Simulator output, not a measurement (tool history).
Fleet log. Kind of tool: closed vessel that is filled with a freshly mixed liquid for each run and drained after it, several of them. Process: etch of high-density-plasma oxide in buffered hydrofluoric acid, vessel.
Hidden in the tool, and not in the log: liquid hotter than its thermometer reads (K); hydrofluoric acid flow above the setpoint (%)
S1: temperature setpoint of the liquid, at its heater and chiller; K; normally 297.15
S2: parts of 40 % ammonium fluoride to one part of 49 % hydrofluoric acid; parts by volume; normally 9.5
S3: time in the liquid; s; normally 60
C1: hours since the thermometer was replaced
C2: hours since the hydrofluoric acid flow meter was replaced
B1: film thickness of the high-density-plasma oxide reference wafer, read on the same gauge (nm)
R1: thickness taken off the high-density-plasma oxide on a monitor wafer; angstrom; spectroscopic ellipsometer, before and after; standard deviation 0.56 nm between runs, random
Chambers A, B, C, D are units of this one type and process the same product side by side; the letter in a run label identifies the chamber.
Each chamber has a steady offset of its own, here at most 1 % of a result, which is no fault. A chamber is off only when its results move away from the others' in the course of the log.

| run | day | S1 | S2 | S3 | C1 | C2 | B1 | R1 |
|---|---|---|---|---|---|---|---|---|
| 1B | 0.129 | 297.15 | 9.5 | 60 | 814.1 | 694.4 | 110 | 1003.5 |
| 2A | 0.367 | 297.15 | 9.5 | 60 | 815.5 | 384.1 | 110.02 | 996.52 |
| 3D | 0.5 | 297.15 | 9.5 | 60 | 839.5 | 947.7 | 110.01 | 996.02 |
| 4C | 0.625 | 297.15 | 9.5 | 60 | 1505.1 | 1139.4 | 110 | 1007 |
| 5D | 0.879 | 297.15 | 13 | 60 | 848.6 | 956.8 | 110.01 | 743.12 |
| 6C | 1.05 | 297.15 | 13 | 60 | 1515.3 | 1149.6 | 110.01 | 755.89 |
|  | 1.15 | chamber B: thermometer replaced |
| 7B | 1.238 | 297.15 | 13 | 60 | 2.2 | 721 | 110.01 | 748.46 |
|  | 1.371 | chamber B: hydrofluoric acid flow meter replaced |
| 8A | 1.396 | 297.15 | 13 | 60 | 840.2 | 408.8 | 110 | 750.42 |
| 9D | 1.621 | 297.15 | 9.5 | 90 | 866.4 | 974.6 | 109.98 | 1490.4 |
| 10C | 1.879 | 297.15 | 9.5 | 90 | 1535.2 | 1169.5 | 110 | 1499.4 |
| 11B | 2.108 | 297.15 | 9.5 | 90 | 23.1 | 17.7 | 109.99 | 1505.6 |
| 12A | 2.229 | 297.15 | 9.5 | 90 | 860.2 | 428.8 | 110 | 1499.4 |
| 13D | 2.408 | 297.15 | 9.5 | 60 | 885.3 | 993.5 | 110.02 | 994.88 |
| 14C | 2.608 | 297.15 | 9.5 | 60 | 1552.7 | 1187 | 109.99 | 1004.5 |
| 15A | 2.733 | 297.15 | 9.5 | 40 | 872.3 | 440.9 | 110 | 667.53 |
| 16B | 2.946 | 297.15 | 9.5 | 40 | 43.2 | 37.8 | 110.02 | 673.4 |
| 17D | 3.162 | 297.15 | 9.5 | 40 | 903.4 | 1011.6 | 110.01 | 666.72 |
| 18B | 3.312 | 297.15 | 9.5 | 40 | 52 | 46.6 | 110 | 670.65 |
| 19A | 3.446 | 297.15 | 9.5 | 60 | 889.4 | 458 | 109.99 | 1002 |
| 20C | 3.621 | 297.15 | 9.5 | 60 | 1577 | 1211.3 | 110.02 | 997.33 |
| 21A | 3.842 | 297.15 | 9.5 | 60 | 898.9 | 467.5 | 109.99 | 988.39 |
| 22C | 4.079 | 297.15 | 9.5 | 60 | 1588 | 1222.3 | 110 | 1007.2 |
| 23D | 4.204 | 295.15 | 12 | 60 | 928.4 | 1036.6 | 110.01 | 724.55 |
| 24B | 4.417 | 295.15 | 12 | 60 | 78.5 | 73.1 | 110.01 | 732.26 |
| 25C | 4.642 | 295.15 | 12 | 60 | 1601.5 | 1235.8 | 110 | 733.57 |
| 26B | 4.862 | 295.15 | 12 | 60 | 89.2 | 83.8 | 110 | 723.56 |
| 27A | 4.979 | 297.15 | 9.5 | 60 | 926.2 | 494.8 | 110.01 | 994.61 |
| 28D | 5.196 | 297.15 | 9.5 | 60 | 952.2 | 1060.4 | 110 | 992.07 |
| 29A | 5.446 | 297.15 | 9.5 | 60 | 937.4 | 506 | 110.02 | 997.77 |
| 30C | 5.679 | 297.15 | 9.5 | 60 | 1626.4 | 1260.7 | 110 | 1006.7 |
| 31D | 5.871 | 297.15 | 9.5 | 60 | 968.4 | 1076.6 | 110 | 1006.9 |
| 32B | 6.079 | 297.15 | 9.5 | 60 | 118.4 | 113 | 110 | 994.42 |
| 33D | 6.296 | 297.15 | 9.5 | 60 | 978.6 | 1086.8 | 110 | 999.65 |
| 34B | 6.454 | 297.15 | 9.5 | 60 | 127.4 | 122 | 110.01 | 1008.2 |
| 35A | 6.567 | 297.15 | 9.5 | 60 | 964.3 | 532.9 | 109.98 | 996.24 |
| 36C | 6.729 | 297.15 | 9.5 | 60 | 1651.6 | 1285.9 | 110.01 | 1007.2 |
| 37D | 6.979 | 297.15 | 9.5 | 60 | 995 | 1103.2 | 110.01 | 1002.8 |
| 38A | 7.2 | 297.15 | 9.5 | 60 | 979.5 | 548.1 | 110.01 | 994.62 |
|  | 7.258 | chamber D: hydrofluoric acid flow meter replaced |
| 39C | 7.421 | 297.15 | 9.5 | 60 | 1668.2 | 1302.5 | 110 | 999.67 |
| 40B | 7.667 | 297.15 | 9.5 | 60 | 156.5 | 151.1 | 110 | 999.71 |
| 41D | 7.912 | 297.15 | 9.5 | 60 | 1017.4 | 15.7 | 109.99 | 990.46 |
| 42B | 8.05 | 297.15 | 9.5 | 60 | 165.7 | 160.3 | 110.01 | 1004.1 |

Is one chamber off against the others, does the gauge drift, or is nothing wrong? If a chamber is off, say which, and what the likeliest cause is.

No chamber stands off beyond its own small offset, and the gauge holds steady.
